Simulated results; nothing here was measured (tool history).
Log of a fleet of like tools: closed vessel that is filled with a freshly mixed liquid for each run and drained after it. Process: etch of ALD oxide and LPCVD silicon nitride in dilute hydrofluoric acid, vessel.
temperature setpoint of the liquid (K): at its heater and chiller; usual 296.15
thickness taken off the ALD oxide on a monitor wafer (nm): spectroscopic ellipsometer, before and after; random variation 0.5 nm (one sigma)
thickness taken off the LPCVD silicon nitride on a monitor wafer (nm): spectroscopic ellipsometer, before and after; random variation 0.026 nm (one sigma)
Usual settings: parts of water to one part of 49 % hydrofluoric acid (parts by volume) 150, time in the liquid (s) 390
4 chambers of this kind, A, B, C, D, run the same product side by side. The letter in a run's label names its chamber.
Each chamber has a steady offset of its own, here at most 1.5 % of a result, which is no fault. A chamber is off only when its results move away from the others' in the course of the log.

run	day	temperature setpoint of the liquid (K)	parts of water to one part of 49 % hydrofluoric acid (parts by volume)	time in the liquid (s)	hours since the thermometer was replaced	hours since the hydrofluoric acid flow meter was replaced	read-back film thickness of the ALD oxide reference wafer, read on the same gauge (nm)	read-back film thickness of the LPCVD silicon nitride reference wafer, read on the same gauge (nm)	thickness taken off the ALD oxide on a monitor wafer (nm)	thickness taken off the LPCVD silicon nitride on a monitor wafer (nm)
1B	0.321	296.15	150	390	177.1	667.7	129.96	100.010	58.382	1.27090
2C	0.546	296.15	150	390	1099.5	1812.5	129.98	99.997	56.869	1.27890
3A	0.862	296.15	150	390	729.1	93.2	129.99	100.050	58.367	1.25920
4D	1.092	296.15	150	390	580.1	417.4	130.00	99.996	57.920	1.33310
5C	1.433	296.15	200	390	1120.8	1833.8	129.97	100.000	41.494	0.96628
6B	1.742	296.15	200	390	211.2	701.8	129.99	99.975	40.924	0.96441
7D	2.046	296.15	200	390	603.0	440.3	130.03	99.961	41.428	0.97020
8A	2.300	296.15	200	390	763.6	127.7	130.02	100.010	41.238	0.95091
9A	2.550	296.15	150	390	769.6	133.7	129.95	99.995	58.051	1.24820
10D	2.812	293.65	215	390	621.4	458.7	130.01	99.978	34.314	0.76989
11C	3.021	293.65	215	390	1158.9	1871.9	129.98	99.965	33.783	0.78566
12B	3.246	293.65	215	390	247.3	737.9	130.02	99.989	33.618	0.72239
13B	3.479	293.65	215	390	252.9	743.5	130.00	100.020	33.498	0.72601
14D	3.783	294.65	125	390	644.7	482.0	130.05	99.980	67.195	1.38610
15A	4.054	294.65	125	390	805.7	169.8	129.96	100.000	67.691	1.37390
16C	4.275	294.65	125	390	1189.0	1902.0	130.00	99.993	65.758	1.38660
17C	4.475	294.65	125	390	1193.8	1906.8	130.01	99.981	66.643	1.39240
18B	4.712	296.15	185	390	282.5	773.1	130.04	100.020	43.250	0.98159
19D	4.912	296.15	185	390	671.8	509.1	129.99	100.050	45.127	1.03890
20A	5.254	296.15	185	390	834.5	198.6	130.04	99.984	45.071	1.03080
21B	5.450	296.15	185	390	300.2	790.8	130.00	99.989	42.767	0.93998
22A	5.671	296.15	150	390	844.5	208.6	130.03	100.000	58.889	1.23540
23D	5.954	296.15	150	390	696.8	534.1	130.03	100.020	56.844	1.26720
24C	6.133	296.15	150	390	1233.6	1946.6	129.98	99.988	57.700	1.23700
25D	6.454	296.15	150	390	708.8	546.1	130.06	100.010	57.614	1.30280
26B	6.658	296.15	150	390	329.2	819.8	130.01	100.040	53.928	1.16130
27A	6.958	296.15	150	390	875.4	239.5	130.02	99.991	58.390	1.27240
28C	7.175	296.15	150	390	1258.6	1971.6	129.98	100.020	57.256	1.25670
29A	7.412	296.15	150	390	886.3	250.4	129.99	99.975	58.411	1.31210

What goes on in this fleet: one chamber off, a drifting gauge, or nothing beyond the chambers' own small offsets? Name the chamber and the cause, if any.

Chamber B drifts away from the others.
Cause: liquid colder than its thermometer reads (K) = 2.46.

Here are 4 candidates for chamber B's next run, each the usual settings with a change, their results left as question marks. Which one brings its results back in line with what the others give on the usual settings?
In line means no further than this from the other chambers' mean on the usual settings: thickness taken off the ALD oxide on a monitor wafer (nm) 1.800; thickness taken off the LPCVD silicon nitride on a monitor wafer (nm) 0.09000
30B-1	7.688	297.65	155	420					?	?
30B-2	7.688	294.65	145	360					?	?
30B-3	7.688	295.65	150	380					?	?
30B-4	7.688	296.65	150	400					?	?

The other chambers' mean on the usual settings: thickness taken off the ALD oxide on a monitor wafer (nm) 57.878; thickness taken off the LPCVD silicon nitride on a monitor wafer (nm) 1.26450
run	thickness taken off the ALD oxide on a monitor wafer (nm)	thickness taken off the LPCVD silicon nitride on a monitor wafer (nm)
30B-1	57.785	1.27070
30B-2	47.390	0.94884
30B-3	50.120	1.03750
30B-4	54.931	1.16880
30B-1 brings the chamber back in line.

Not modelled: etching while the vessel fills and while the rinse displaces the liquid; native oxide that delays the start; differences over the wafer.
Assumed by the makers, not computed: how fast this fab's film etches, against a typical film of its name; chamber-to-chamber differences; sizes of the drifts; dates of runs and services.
